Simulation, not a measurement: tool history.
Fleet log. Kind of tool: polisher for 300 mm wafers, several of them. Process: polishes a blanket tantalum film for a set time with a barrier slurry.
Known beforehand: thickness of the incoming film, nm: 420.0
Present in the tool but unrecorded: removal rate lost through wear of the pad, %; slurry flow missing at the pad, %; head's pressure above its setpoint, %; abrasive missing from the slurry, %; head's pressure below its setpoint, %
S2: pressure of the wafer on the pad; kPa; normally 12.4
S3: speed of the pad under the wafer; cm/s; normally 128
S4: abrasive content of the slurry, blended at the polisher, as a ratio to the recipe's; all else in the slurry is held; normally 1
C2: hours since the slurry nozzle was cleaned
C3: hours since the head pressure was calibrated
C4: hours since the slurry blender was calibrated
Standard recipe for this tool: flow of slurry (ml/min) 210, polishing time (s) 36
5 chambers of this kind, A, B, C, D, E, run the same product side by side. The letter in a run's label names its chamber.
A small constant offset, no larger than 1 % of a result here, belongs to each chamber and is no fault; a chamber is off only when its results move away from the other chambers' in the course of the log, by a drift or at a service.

-- hour=1.3 chamber B: slurry blender recalibrated
-- hour=5.4 chamber C: worn pad replaced by a new one
-- hour=5.6 chamber C: slurry blender recalibrated
run 1B hour=7.1 | flow_of_slurry_(ml/min)=210 S2=12.4 S3=128 S4=1 polishing_time_(s)=36 | wafers_polished_on_this_pad=1051 C2=237.8 C3=295.4 C4=5.8 | film_removed_(nm)=57.369
-- hour=8.4 chamber D: slurry nozzle cleaned
-- hour=9.5 chamber E: worn pad replaced by a new one
-- hour=10.7 chamber E: slurry nozzle cleaned
run 2D hour=11.8 | flow_of_slurry_(ml/min)=210 S2=12.4 S3=128 S4=1 polishing_time_(s)=36 | wafers_polished_on_this_pad=399 C2=3.4 C3=397.6 C4=67.3 | film_removed_(nm)=57.698
run 3E hour=18.3 | flow_of_slurry_(ml/min)=210 S2=12.4 S3=128 S4=1 polishing_time_(s)=36 | wafers_polished_on_this_pad=104 C2=7.6 C3=840.2 C4=59.1 | film_removed_(nm)=58.038
-- hour=20 chamber D: worn pad replaced by a new one
-- hour=24.9 chamber A: slurry nozzle cleaned
run 4A hour=25.6 | flow_of_slurry_(ml/min)=210 S2=12.4 S3=128 S4=1 polishing_time_(s)=36 | wafers_polished_on_this_pad=609 C2=0.7 C3=182.9 C4=58.1 | film_removed_(nm)=58.015
-- hour=32.7 chamber B: slurry nozzle cleaned
run 5C hour=33.2 | flow_of_slurry_(ml/min)=210 S2=12.4 S3=128 S4=1 polishing_time_(s)=36 | wafers_polished_on_this_pad=329 C2=95.4 C3=756.4 C4=27.6 | film_removed_(nm)=57.442
run 6E hour=40.6 | flow_of_slurry_(ml/min)=210 S2=12.4 S3=128 S4=1 polishing_time_(s)=36 | wafers_polished_on_this_pad=368 C2=29.9 C3=862.5 C4=81.4 | film_removed_(nm)=56.776
run 7A hour=44.4 | flow_of_slurry_(ml/min)=210 S2=12.4 S3=128 S4=1 polishing_time_(s)=36 | wafers_polished_on_this_pad=831 C2=19.5 C3=201.7 C4=76.9 | film_removed_(nm)=58.457
-- hour=44.8 chamber B: worn pad replaced by a new one
-- hour=45.7 chamber D: head pressure recalibrated
run 8D hour=48.2 | flow_of_slurry_(ml/min)=210 S2=12.4 S3=128 S4=1 polishing_time_(s)=36 | wafers_polished_on_this_pad=334 C2=39.8 C3=2.6 C4=103.7 | film_removed_(nm)=58.03
run 9C hour=53.5 | flow_of_slurry_(ml/min)=210 S2=12.4 S3=128 S4=1 polishing_time_(s)=36 | wafers_polished_on_this_pad=569 C2=115.7 C3=776.7 C4=47.9 | film_removed_(nm)=56.856
-- hour=55 chamber C: worn pad replaced by a new one
run 10B hour=60.2 | flow_of_slurry_(ml/min)=275 S2=12.4 S3=128 S4=1 polishing_time_(s)=47 | wafers_polished_on_this_pad=182 C2=27.6 C3=348.5 C4=58.9 | film_removed_(nm)=77.655
-- hour=60.8 chamber D: worn pad replaced by a new one
run 11C hour=65.8 | flow_of_slurry_(ml/min)=275 S2=12.4 S3=128 S4=1 polishing_time_(s)=47 | wafers_polished_on_this_pad=127 C2=128 C3=789 C4=60.2 | film_removed_(nm)=77.559
run 12B hour=70.4 | flow_of_slurry_(ml/min)=275 S2=12.4 S3=128 S4=1 polishing_time_(s)=47 | wafers_polished_on_this_pad=303 C2=37.8 C3=358.7 C4=69.1 | film_removed_(nm)=76.624
-- hour=74.2 chamber E: worn pad replaced by a new one
run 13E hour=78.3 | flow_of_slurry_(ml/min)=275 S2=12.4 S3=128 S4=1 polishing_time_(s)=47 | wafers_polished_on_this_pad=49 C2=67.6 C3=900.2 C4=119.1 | film_removed_(nm)=76.815
-- hour=79.5 chamber A: worn pad replaced by a new one
run 14A hour=82.4 | flow_of_slurry_(ml/min)=275 S2=12.4 S3=128 S4=1 polishing_time_(s)=47 | wafers_polished_on_this_pad=34 C2=57.5 C3=239.7 C4=114.9 | film_removed_(nm)=77.39
-- hour=83.3 chamber D: slurry blender recalibrated
run 15D hour=89.8 | flow_of_slurry_(ml/min)=210 S2=15.2 S3=128 S4=0.8 polishing_time_(s)=36 | wafers_polished_on_this_pad=344 C2=81.4 C3=44.2 C4=6.5 | film_removed_(nm)=65.212
run 16C hour=96.8 | flow_of_slurry_(ml/min)=210 S2=15.2 S3=128 S4=0.8 polishing_time_(s)=36 | wafers_polished_on_this_pad=494 C2=159 C3=820 C4=91.2 | film_removed_(nm)=64.5
run 17E hour=104.3 | flow_of_slurry_(ml/min)=210 S2=15.2 S3=128 S4=0.8 polishing_time_(s)=36 | wafers_polished_on_this_pad=357 C2=93.6 C3=926.2 C4=145.1 | film_removed_(nm)=66.162
-- hour=108.4 chamber D: worn pad replaced by a new one
run 18D hour=110 | flow_of_slurry_(ml/min)=210 S2=15.2 S3=128 S4=0.8 polishing_time_(s)=36 | wafers_polished_on_this_pad=19 C2=101.6 C3=64.4 C4=26.7 | film_removed_(nm)=65.771
-- hour=110.2 chamber C: worn pad replaced by a new one
run 19A hour=115 | flow_of_slurry_(ml/min)=210 S2=15.2 S3=128 S4=0.8 polishing_time_(s)=36 | wafers_polished_on_this_pad=420 C2=90.1 C3=272.3 C4=147.5 | film_removed_(nm)=65.331
-- hour=115.5 chamber B: head pressure recalibrated
run 20B hour=119.5 | flow_of_slurry_(ml/min)=210 S2=12.4 S3=128 S4=1 polishing_time_(s)=36 | wafers_polished_on_this_pad=884 C2=86.9 C3=4 C4=118.2 | film_removed_(nm)=50.936
run 21D hour=125.4 | flow_of_slurry_(ml/min)=210 S2=12.4 S3=128 S4=1 polishing_time_(s)=36 | wafers_polished_on_this_pad=201 C2=117 C3=79.8 C4=42.1 | film_removed_(nm)=57.204
-- hour=130.8 chamber C: slurry nozzle cleaned
run 22E hour=131.1 | flow_of_slurry_(ml/min)=210 S2=12.4 S3=128 S4=1 polishing_time_(s)=36 | wafers_polished_on_this_pad=674 C2=120.4 C3=953 C4=171.9 | film_removed_(nm)=57.711
-- hour=135.7 chamber E: worn pad replaced by a new one
run 23C hour=135.9 | flow_of_slurry_(ml/min)=210 S2=12.4 S3=128 S4=1 polishing_time_(s)=36 | wafers_polished_on_this_pad=305 C2=5.1 C3=859.1 C4=130.3 | film_removed_(nm)=57.09
-- hour=136.3 chamber C: slurry blender recalibrated
run 24A hour=140.2 | flow_of_slurry_(ml/min)=210 S2=12.4 S3=128 S4=1 polishing_time_(s)=36 | wafers_polished_on_this_pad=718 C2=115.3 C3=297.5 C4=172.7 | film_removed_(nm)=57.576
run 25B hour=145.3 | flow_of_slurry_(ml/min)=210 S2=12.4 S3=128 S4=1 polishing_time_(s)=36 | wafers_polished_on_this_pad=1189 C2=112.7 C3=29.8 C4=144 | film_removed_(nm)=51.129
-- hour=149.5 chamber D: worn pad replaced by a new one
run 26A hour=150.8 | flow_of_slurry_(ml/min)=210 S2=12.4 S3=128 S4=1 polishing_time_(s)=36 | wafers_polished_on_this_pad=843 C2=125.9 C3=308.1 C4=183.3 | film_removed_(nm)=57.99
run 27B hour=158.7 | flow_of_slurry_(ml/min)=180 S2=12.4 S3=128 S4=1.3 polishing_time_(s)=36 | wafers_polished_on_this_pad=1347 C2=126.1 C3=43.2 C4=157.4 | film_removed_(nm)=53.415
run 28C hour=163.1 | flow_of_slurry_(ml/min)=180 S2=12.4 S3=128 S4=1.3 polishing_time_(s)=36 | wafers_polished_on_this_pad=627 C2=32.3 C3=886.3 C4=26.8 | film_removed_(nm)=59.714
-- hour=165.3 chamber C: worn pad replaced by a new one
run 29D hour=168.8 | flow_of_slurry_(ml/min)=180 S2=12.4 S3=128 S4=1.3 polishing_time_(s)=36 | wafers_polished_on_this_pad=229 C2=160.4 C3=123.2 C4=85.5 | film_removed_(nm)=60.687
run 30E hour=174.4 | flow_of_slurry_(ml/min)=180 S2=12.4 S3=128 S4=1.3 polishing_time_(s)=36 | wafers_polished_on_this_pad=458 C2=163.7 C3=996.3 C4=215.2 | film_removed_(nm)=59.42
run 31A hour=178.3 | flow_of_slurry_(ml/min)=180 S2=12.4 S3=128 S4=1.3 polishing_time_(s)=36 | wafers_polished_on_this_pad=1169 C2=153.4 C3=335.6 C4=210.8 | film_removed_(nm)=59.953
run 32C hour=182.2 | flow_of_slurry_(ml/min)=210 S2=12.4 S3=128 S4=1 polishing_time_(s)=36 | wafers_polished_on_this_pad=200 C2=51.4 C3=905.4 C4=45.9 | film_removed_(nm)=57.152
run 33D hour=189.3 | flow_of_slurry_(ml/min)=210 S2=12.4 S3=128 S4=1 polishing_time_(s)=36 | wafers_polished_on_this_pad=471 C2=180.9 C3=143.7 C4=106 | film_removed_(nm)=57.047

For the next run the whole fleet of 5 chambers uses the same settings. Give each chamber's results:
run 34A hour=195 | flow_of_slurry_(ml/min)=210 S2=12.4 S3=128 S4=1 polishing_time_(s)=36 | film_removed_(nm)=?
run 34B hour=195 | flow_of_slurry_(ml/min)=210 S2=12.4 S3=128 S4=1 polishing_time_(s)=36 | film_removed_(nm)=?
run 34C hour=195 | flow_of_slurry_(ml/min)=210 S2=12.4 S3=128 S4=1 polishing_time_(s)=36 | film_removed_(nm)=?
run 34D hour=195 | flow_of_slurry_(ml/min)=210 S2=12.4 S3=128 S4=1 polishing_time_(s)=36 | film_removed_(nm)=?
run 34E hour=195 | flow_of_slurry_(ml/min)=210 S2=12.4 S3=128 S4=1 polishing_time_(s)=36 | film_removed_(nm)=?

run=34A film_removed_(nm)=56.761
run=34B film_removed_(nm)=50.426
run=34C film_removed_(nm)=57.579
run=34D film_removed_(nm)=57.179
run=34E film_removed_(nm)=57.607
